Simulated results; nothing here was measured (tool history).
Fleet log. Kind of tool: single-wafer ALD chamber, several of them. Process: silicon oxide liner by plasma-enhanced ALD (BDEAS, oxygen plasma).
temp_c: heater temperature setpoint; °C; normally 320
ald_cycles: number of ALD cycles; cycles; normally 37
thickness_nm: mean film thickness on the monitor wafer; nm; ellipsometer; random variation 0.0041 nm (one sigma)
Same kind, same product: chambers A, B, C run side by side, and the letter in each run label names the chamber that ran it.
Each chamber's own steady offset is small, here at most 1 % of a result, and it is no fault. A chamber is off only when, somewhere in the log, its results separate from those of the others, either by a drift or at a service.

run,hour,temp_c,ald_cycles,"read-back reference wafer on the same gauge, thickness_nm",thickness_nm
1C,15.1,320,37,3.5902,3.3449
2B,23.6,320,37,3.5914,3.3382
3A,37.3,320,37,3.5907,3.3715
4A,46.1,320,37,3.5914,3.3650
5B,53.7,320,37,3.5924,3.3467
6C,67.5,320,37,3.5928,3.3477
7B,77.7,320,37,3.5924,3.3398
8C,85.0,320,37,3.5928,3.3464
9A,99.9,320,37,3.5944,3.3720
10B,111.1,320,37,3.5937,3.3433
11C,124.1,320,37,3.5958,3.3457
12A,132.1,320,37,3.5955,3.3736
13A,144.7,329,31,3.5946,2.7911
14C,158.7,329,31,3.5944,2.7722
15B,167.4,329,31,3.5963,2.7671
16C,176.9,320,37,3.5971,3.3507
17A,189.5,320,37,3.5974,3.3783
18B,204.9,320,37,3.5981,3.3463
19A,215.0,320,37,3.5977,3.3784
20B,225.3,320,37,3.5982,3.3395
21C,234.3,320,37,3.5986,3.3519
22A,247.0,320,37,3.6002,3.3789
23B,257.7,320,37,3.5992,3.3424
24C,266.6,320,37,3.6009,3.3558
25B,273.9,326,40,3.6012,3.5925
26C,285.3,326,40,3.6017,3.5946
27A,293.2,326,40,3.5996,3.6179
28A,306.1,320,37,3.6017,3.3820
29C,318.6,320,37,3.6027,3.3501
30B,327.1,320,37,3.6025,3.3434
31A,336.8,320,37,3.6033,3.3838
32C,347.4,320,42,3.6030,3.8096
33B,356.6,320,42,3.6035,3.8068
34B,370.5,320,42,3.6045,3.8058
35A,380.0,320,31,3.6035,2.8359
36C,392.0,320,31,3.6049,2.8158
37B,401.0,320,31,3.6052,2.8084
38C,412.1,320,37,3.6052,3.3604
39A,423.3,320,37,3.6060,3.3831
40C,434.2,320,37,3.6066,3.3574
41A,447.5,320,37,3.6074,3.3839
42B,463.3,320,37,3.6066,3.3539

For the next run the whole fleet of 3 chambers uses the same settings. Give each chamber's results:
43A,474.7,320,37,,?
43B,474.7,320,37,,?
43C,474.7,320,37,,?

run,thickness_nm
43A,3.3939
43B,3.3545
43C,3.3586

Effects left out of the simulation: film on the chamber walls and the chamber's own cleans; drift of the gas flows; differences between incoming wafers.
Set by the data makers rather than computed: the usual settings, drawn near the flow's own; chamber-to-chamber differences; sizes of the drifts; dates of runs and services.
